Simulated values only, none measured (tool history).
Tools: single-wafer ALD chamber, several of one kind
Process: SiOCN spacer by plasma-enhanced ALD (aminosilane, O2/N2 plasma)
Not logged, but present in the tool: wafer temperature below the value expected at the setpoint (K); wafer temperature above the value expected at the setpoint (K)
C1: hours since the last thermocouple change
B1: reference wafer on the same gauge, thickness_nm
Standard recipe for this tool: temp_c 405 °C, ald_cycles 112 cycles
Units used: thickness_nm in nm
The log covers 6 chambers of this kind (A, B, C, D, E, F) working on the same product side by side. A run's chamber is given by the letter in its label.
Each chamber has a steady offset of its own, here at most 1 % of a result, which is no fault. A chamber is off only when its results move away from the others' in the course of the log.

run 1A hour=9.5 | temp_c=405 ald_cycles=112 | C1=2509 | B1=5.4487 | thickness_nm=6.7251
run 2E hour=14.6 | temp_c=405 ald_cycles=112 | C1=1248.2 | B1=5.4492 | thickness_nm=6.6346
run 3F hour=25.2 | temp_c=405 ald_cycles=112 | C1=740.2 | B1=5.4513 | thickness_nm=6.6086
run 4B hour=33.2 | temp_c=405 ald_cycles=112 | C1=494.7 | B1=5.4526 | thickness_nm=6.6626
run 5D hour=43.5 | temp_c=405 ald_cycles=112 | C1=505 | B1=5.455 | thickness_nm=6.6385
run 6C hour=52.5 | temp_c=405 ald_cycles=112 | C1=525 | B1=5.4536 | thickness_nm=6.7135
run 7B hour=62.4 | temp_c=405 ald_cycles=112 | C1=523.9 | B1=5.4553 | thickness_nm=6.6863
run 8F hour=67.4 | temp_c=405 ald_cycles=112 | C1=782.4 | B1=5.4551 | thickness_nm=6.6097
run 9E hour=73.2 | temp_c=405 ald_cycles=112 | C1=1306.8 | B1=5.4559 | thickness_nm=6.6474
run 10A hour=80.7 | temp_c=405 ald_cycles=112 | C1=2580.2 | B1=5.4586 | thickness_nm=6.73
run 11C hour=91.3 | temp_c=405 ald_cycles=112 | C1=563.8 | B1=5.4584 | thickness_nm=6.7231
run 12D hour=99.1 | temp_c=405 ald_cycles=112 | C1=560.6 | B1=5.4586 | thickness_nm=6.6622
run 13D hour=106.4 | temp_c=405 ald_cycles=112 | C1=567.9 | B1=5.4595 | thickness_nm=6.6611
run 14F hour=112.7 | temp_c=405 ald_cycles=112 | C1=827.7 | B1=5.4593 | thickness_nm=6.6197
run 15B hour=118.4 | temp_c=405 ald_cycles=112 | C1=579.9 | B1=5.4606 | thickness_nm=6.6886
run 16A hour=127.6 | temp_c=405 ald_cycles=112 | C1=2627.1 | B1=5.462 | thickness_nm=6.7327
run 17E hour=133.9 | temp_c=405 ald_cycles=112 | C1=1367.5 | B1=5.4602 | thickness_nm=6.6493
run 18C hour=140.9 | temp_c=405 ald_cycles=112 | C1=613.4 | B1=5.4626 | thickness_nm=6.7304
run 19A hour=149.3 | temp_c=405 ald_cycles=112 | C1=2648.8 | B1=5.4616 | thickness_nm=6.7432
run 20D hour=159.6 | temp_c=395 ald_cycles=112 | C1=621.1 | B1=5.4638 | thickness_nm=6.75
run 21F hour=168 | temp_c=395 ald_cycles=112 | C1=883 | B1=5.4643 | thickness_nm=6.7238
run 22E hour=173.4 | temp_c=395 ald_cycles=112 | C1=1407 | B1=5.4649 | thickness_nm=6.7572
run 23B hour=179.7 | temp_c=395 ald_cycles=112 | C1=641.2 | B1=5.4654 | thickness_nm=6.7888
run 24C hour=187.5 | temp_c=395 ald_cycles=112 | C1=660 | B1=5.4679 | thickness_nm=6.8271
run 25C hour=194.6 | temp_c=395 ald_cycles=112 | C1=667.1 | B1=5.4697 | thickness_nm=6.8453
run 26F hour=206.1 | temp_c=405 ald_cycles=112 | C1=921.1 | B1=5.468 | thickness_nm=6.6206
run 27B hour=211.8 | temp_c=405 ald_cycles=112 | C1=673.3 | B1=5.4689 | thickness_nm=6.6902
run 28D hour=218 | temp_c=405 ald_cycles=112 | C1=679.5 | B1=5.4698 | thickness_nm=6.6741
run 29A hour=228.4 | temp_c=405 ald_cycles=112 | C1=2727.9 | B1=5.4707 | thickness_nm=6.7407
run 30E hour=239.4 | temp_c=393 ald_cycles=122 | C1=1473 | B1=5.4717 | thickness_nm=7.3706
run 31E hour=250.5 | temp_c=393 ald_cycles=122 | C1=1484.1 | B1=5.4728 | thickness_nm=7.3701
run 32A hour=255.8 | temp_c=393 ald_cycles=122 | C1=2755.3 | B1=5.4729 | thickness_nm=7.4543
run 33F hour=261.9 | temp_c=393 ald_cycles=122 | C1=976.9 | B1=5.4736 | thickness_nm=7.3347
run 34C hour=267.1 | temp_c=393 ald_cycles=122 | C1=739.6 | B1=5.4735 | thickness_nm=7.445
run 35D hour=277.8 | temp_c=393 ald_cycles=122 | C1=739.3 | B1=5.4745 | thickness_nm=7.3794
run 36B hour=288.4 | temp_c=415 ald_cycles=122 | C1=749.9 | B1=5.475 | thickness_nm=7.0823

Does one chamber stand apart from the rest, does the shared gauge drift, or is all well apart from small per-chamber offsets? Give the chamber and the most likely cause, where there is one.

Every chamber seems to shift together because the gauge that measures them all drifts; the chambers themselves are fine.
Most likely cause: gauge reads high (%) = 0.481.
